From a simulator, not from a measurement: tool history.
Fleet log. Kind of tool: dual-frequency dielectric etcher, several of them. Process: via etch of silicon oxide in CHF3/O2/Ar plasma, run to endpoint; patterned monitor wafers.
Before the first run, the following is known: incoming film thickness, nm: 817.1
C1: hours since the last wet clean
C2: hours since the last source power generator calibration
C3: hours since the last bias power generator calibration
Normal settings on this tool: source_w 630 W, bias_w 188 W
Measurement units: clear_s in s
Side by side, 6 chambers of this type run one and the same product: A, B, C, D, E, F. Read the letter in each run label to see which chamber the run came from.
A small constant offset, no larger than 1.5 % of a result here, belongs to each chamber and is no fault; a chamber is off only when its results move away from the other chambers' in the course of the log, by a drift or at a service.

Run 1D, day 0.421: usual settings; C1 39.2; C2 1042.5; C3 2016.5. Result: clear_s 399.5 s.
Run 2F, day 0.821: usual settings; C1 272.2; C2 3406.1; C3 720. Result: clear_s 399.09 s.
Run 3C, day 1.225: usual settings; C1 573.4; C2 1154.8; C3 704.9. Result: clear_s 395.64 s.
Run 4B, day 1.842: usual settings; C1 583; C2 2178.2; C3 2866.4. Result: clear_s 395.49 s.
Run 5A, day 2.225: usual settings; C1 241.3; C2 1520.4; C3 1397.9. Result: clear_s 398.01 s.
At day 2.233: chamber C: wet clean of the chamber.
Run 6E, day 2.525: usual settings; C1 391.4; C2 1035.3; C3 1100.1. Result: clear_s 399.71 s.
Run 7E, day 2.85: usual settings; C1 399.2; C2 1043.1; C3 1107.9. Result: clear_s 396.05 s.
Run 8F, day 3.425: usual settings; C1 334.7; C2 3468.6; C3 782.5. Result: clear_s 399.55 s.
Run 9C, day 4: usual settings; C1 42.5; C2 1221.4; C3 771.5. Result: clear_s 395.83 s.
Run 10A, day 4.612: usual settings; C1 298.6; C2 1577.7; C3 1455.2. Result: clear_s 397.87 s.
Run 11B, day 5.117: usual settings; C1 661.6; C2 2256.8; C3 2945. Result: clear_s 394.49 s.
At day 5.158: chamber B: wet clean of the chamber.
Run 12D, day 5.642: usual settings; C1 164.5; C2 1167.8; C3 2141.8. Result: clear_s 399.99 s.
Run 13A, day 6.188: usual settings; C1 336.4; C2 1615.5; C3 1493. Result: clear_s 402.64 s.
Run 14E, day 6.683: usual settings; C1 491.2; C2 1135.1; C3 1199.9. Result: clear_s 400.85 s.
Run 15D, day 7.225: usual settings; C1 202.5; C2 1205.8; C3 2179.8. Result: clear_s 397.32 s.
Run 16B, day 7.688: usual settings; C1 60.7; C2 2318.5; C3 3006.7. Result: clear_s 394.09 s.
Run 17C, day 8.171: usual settings; C1 142.6; C2 1321.5; C3 871.6. Result: clear_s 395.09 s.
Run 18F, day 8.792: usual settings; C1 463.5; C2 3597.4; C3 911.3. Result: clear_s 404.58 s.
Run 19B, day 9.412: usual settings; C1 102.1; C2 2359.9; C3 3048.1. Result: clear_s 393.88 s.
Run 20D, day 9.9: usual settings but bias_w 223 W; C1 266.7; C2 1270; C3 2244. Result: clear_s 375.55 s.
Run 21A, day 10.438: usual settings but bias_w 223 W; C1 438.4; C2 1717.5; C3 1595. Result: clear_s 378.67 s.
Run 22F, day 10.804: usual settings but bias_w 223 W; C1 511.8; C2 3645.7; C3 959.6. Result: clear_s 382.16 s.
At day 10.833: chamber E: wet clean of the chamber.
Run 23E, day 11.35: usual settings but bias_w 223 W; C1 12.4; C2 1247.1; C3 1311.9. Result: clear_s 373.84 s.
At day 11.725: chamber A: wet clean of the chamber.
Run 24C, day 11.996: usual settings but bias_w 223 W; C1 234.4; C2 1413.3; C3 963.4. Result: clear_s 375.55 s.
Run 25F, day 12.438: usual settings but bias_w 223 W; C1 551; C2 3684.9; C3 998.8. Result: clear_s 385.12 s.
Run 26A, day 12.754: usual settings; C1 24.7; C2 1773.1; C3 1650.6. Result: clear_s 401.7 s.
Run 27B, day 13.246: usual settings; C1 194.1; C2 2451.9; C3 3140.1. Result: clear_s 397.51 s.
Run 28C, day 13.867: usual settings; C1 279.3; C2 1458.2; C3 1008.3. Result: clear_s 392.83 s.
Run 29D, day 14.438: usual settings; C1 375.6; C2 1378.9; C3 2352.9. Result: clear_s 402.72 s.
Run 30E, day 14.85: usual settings but source_w 580 W, bias_w 222 W; C1 96.4; C2 1331.1; C3 1395.9. Result: clear_s 389.54 s.
Run 31C, day 15.4: usual settings but source_w 580 W, bias_w 222 W; C1 316.1; C2 1495; C3 1045.1. Result: clear_s 385.29 s.
Run 32A, day 15.958: usual settings but source_w 580 W, bias_w 222 W; C1 101.6; C2 1850; C3 1727.5. Result: clear_s 388.91 s.
Run 33F, day 16.312: usual settings but source_w 580 W, bias_w 222 W; C1 644; C2 3777.9; C3 1091.8. Result: clear_s 399.99 s.
Run 34D, day 16.929: usual settings but source_w 580 W, bias_w 222 W; C1 435.4; C2 1438.7; C3 2412.7. Result: clear_s 385.82 s.
Run 35B, day 17.325: usual settings but source_w 580 W, bias_w 222 W; C1 292; C2 2549.8; C3 3238. Result: clear_s 383.41 s.
Run 36E, day 17.746: usual settings; C1 165.9; C2 1400.6; C3 1465.4. Result: clear_s 399.92 s.
Run 37B, day 18.304: usual settings; C1 315.5; C2 2573.3; C3 3261.5. Result: clear_s 392.49 s.
Run 38E, day 18.942: usual settings; C1 194.6; C2 1429.3; C3 1494.1. Result: clear_s 401.29 s.
Run 39A, day 19.338: usual settings; C1 182.7; C2 1931.1; C3 1808.6. Result: clear_s 404.53 s.
Run 40F, day 19.625: usual settings; C1 723.5; C2 3857.4; C3 1171.3. Result: clear_s 417.58 s.
At day 20.079: chamber D: wet clean of the chamber.
Run 41D, day 20.158: usual settings; C1 2; C2 1516.2; C3 2490.2. Result: clear_s 396.96 s.
Run 42C, day 20.583: usual settings; C1 440.5; C2 1619.4; C3 1169.5. Result: clear_s 396.76 s.

Each of the 6 chambers runs these same settings next. Fill in every chamber's results:
Run 43A, day 21.046: usual settings but bias_w 209 W. Result: clear_s ?.
Run 43B, day 21.046: usual settings but bias_w 209 W. Result: clear_s ?.
Run 43C, day 21.046: usual settings but bias_w 209 W. Result: clear_s ?.
Run 43D, day 21.046: usual settings but bias_w 209 W. Result: clear_s ?.
Run 43E, day 21.046: usual settings but bias_w 209 W. Result: clear_s ?.
Run 43F, day 21.046: usual settings but bias_w 209 W. Result: clear_s ?.

run  clear_s
43A   382.39
43B   380.49
43C   380.25
43D   380.22
43E   385.82
43F   404.07

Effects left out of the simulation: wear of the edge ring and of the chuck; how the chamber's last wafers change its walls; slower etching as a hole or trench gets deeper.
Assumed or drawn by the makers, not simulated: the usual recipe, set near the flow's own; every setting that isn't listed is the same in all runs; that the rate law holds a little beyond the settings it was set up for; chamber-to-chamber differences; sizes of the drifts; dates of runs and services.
